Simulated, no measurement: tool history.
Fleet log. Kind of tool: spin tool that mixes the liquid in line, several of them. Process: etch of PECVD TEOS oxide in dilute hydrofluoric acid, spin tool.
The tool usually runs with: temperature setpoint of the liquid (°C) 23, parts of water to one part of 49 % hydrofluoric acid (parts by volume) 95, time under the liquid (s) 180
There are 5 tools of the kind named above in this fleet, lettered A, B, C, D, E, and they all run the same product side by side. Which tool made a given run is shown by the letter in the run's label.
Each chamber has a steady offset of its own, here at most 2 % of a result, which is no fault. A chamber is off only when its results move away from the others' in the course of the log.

run   hour  temperature setpoint of the liquid (°C)  parts of water to one part of 49 % hydrofluoric acid (parts by volume)  time under the liquid (s)  hours since the thermometer was replaced  hours since the hydrofluoric acid flow meter was replaced  read-back film thickness of the PECVD TEOS oxide reference wafer, read on the same gauge (nm)  thickness taken off the PECVD TEOS oxide on a monitor wafer (nm)
 1B   11.6                                       23                                                                      95                        180                                     321.5                                                     1116.6                                                                                         79.995                                                            32.848
 2D   18.3                                       23                                                                      95                        180                                     274.8                                                      341.1                                                                                         80.017                                                            32.985
 3C   23.9                                       23                                                                      95                        180                                    1470.7                                                      172.8                                                                                         79.981                                                            33.238
 4A   29.6                                       23                                                                      95                        180                                     922.7                                                       43.1                                                                                         79.983                                                            33.143
 5E   35.8                                       23                                                                      95                        180                                     896.2                                                      430.1                                                                                         79.968                                                            32.296
 6A   47.3                                       23                                                                      95                        180                                     940.4                                                       60.8                                                                                         79.999                                                            32.945
 7D   58.2                                       23                                                                      95                        180                                     314.7                                                        381                                                                                         79.972                                                            32.448
 8C   68.6                                       23                                                                      95                        180                                    1515.4                                                      217.5                                                                                         80.018                                                            33.048
 9E   74.3                                       23                                                                      95                        180                                     934.7                                                      468.6                                                                                         80.014                                                            33.361
10B   82.3                                       23                                                                      95                        180                                     392.2                                                     1187.3                                                                                          79.96                                                            33.009
11A   90.2                                       23                                                                      95                        180                                     983.3                                                      103.7                                                                                         79.992                                                            32.862
12D  101.2                                       23                                                                      95                        180                                     357.7                                                        424                                                                                         79.984                                                            33.421
13B  111.2                                       23                                                                      95                        180                                     421.1                                                     1216.2                                                                                         79.989                                                            32.495
14E  116.9                                       23                                                                      95                        180                                     977.3                                                      511.2                                                                                         79.993                                                            33.106
15C  122.5                                       23                                                                      95                        180                                    1569.3                                                      271.4                                                                                         80.026                                                            33.299
16A  129.1                                       23                                                                      95                        180                                    1022.2                                                      142.6                                                                                         79.993                                                             33.42
17C    137                                       20                                                                     110                        180                                    1583.8                                                      285.9                                                                                         79.982                                                            25.075
18D  148.2                                       20                                                                     110                        180                                     404.7                                                        471                                                                                         80.006                                                            24.871
19B  157.6                                       20                                                                     110                        180                                     467.5                                                     1262.6                                                                                         79.996                                                            24.845
20E  164.9                                       20                                                                     110                        180                                    1025.3                                                      559.2                                                                                         80.022                                                            24.662
21B  176.5                                       20                                                                     110                        180                                     486.4                                                     1281.5                                                                                         80.006                                                            24.653
22D  187.8                                       23                                                                      95                        180                                     444.3                                                      510.6                                                                                         80.056                                                            33.042
23A  196.8                                       23                                                                      95                        180                                    1089.9                                                      210.3                                                                                         80.022                                                            33.003
24E  204.4                                       23                                                                      95                        180                                    1064.8                                                      598.7                                                                                         80.038                                                            33.066
     205.7  -- chamber B: thermometer replaced
25C  215.8                                       23                                                                      95                        180                                    1662.6                                                      364.7                                                                                         80.067                                                            33.686
26B  227.7                                       23                                                                      95                        180                                        22                                                     1332.7                                                                                          79.99                                                            33.036
27C  239.3                                       23                                                                      95                        180                                    1686.1                                                      388.2                                                                                         80.014                                                            33.226
28E  245.2                                       23                                                                      95                        180                                    1105.6                                                      639.5                                                                                         80.012                                                            33.127
29A  250.6                                       23                                                                      95                        180                                    1143.7                                                      264.1                                                                                         80.047                                                            32.913
30D  260.6                                       27                                                                      95                        215                                     517.1                                                      583.4                                                                                         80.011                                                            45.789
31A  271.5                                       27                                                                      95                        215                                    1164.6                                                        285                                                                                         80.027                                                            46.248
32D  283.5                                       27                                                                      95                        215                                       540                                                      606.3                                                                                         80.028                                                            45.482
33B  290.8                                       27                                                                      95                        215                                      85.1                                                     1395.8                                                                                         79.967                                                              46.6
34C  301.7                                       27                                                                      95                        215                                    1748.5                                                      450.6                                                                                         79.976                                                                46
35E  311.2                                       23                                                                      70                        225                                    1171.6                                                      705.5                                                                                         79.992                                                            56.949
36B  319.3                                       23                                                                      70                        225                                     113.6                                                     1424.3                                                                                         79.978                                                            57.968
37E  326.7                                       23                                                                      70                        225                                    1187.1                                                        721                                                                                          80.01                                                            57.029
38D  335.9                                       23                                                                      70                        225                                     592.4                                                      658.7                                                                                         79.977                                                            56.614
39C  346.2                                       23                                                                      70                        225                                      1793                                                      495.1                                                                                         79.991                                                            58.401
40A    353                                       23                                                                      95                        180                                    1246.1                                                      366.5                                                                                         79.986                                                            32.821
41A  361.8                                       23                                                                      95                        180                                    1254.9                                                      375.3                                                                                         79.968                                                            33.357
42D  372.6                                     26.5                                                                      70                        180                                     629.1                                                      695.4                                                                                         80.013                                                            53.475
43C  383.2                                     26.5                                                                      70                        180                                      1830                                                      532.1                                                                                         79.993                                                            53.403
44E  389.4                                     26.5                                                                      70                        180                                    1249.8                                                      783.7                                                                                         79.951                                                            52.872

Does one chamber stand apart from the rest, does the shared gauge drift, or is all well apart from small per-chamber offsets? Give the chamber and the most likely cause, where there is one.

No chamber is off and the gauge is stable; the differences are just each chamber's small, constant offset.
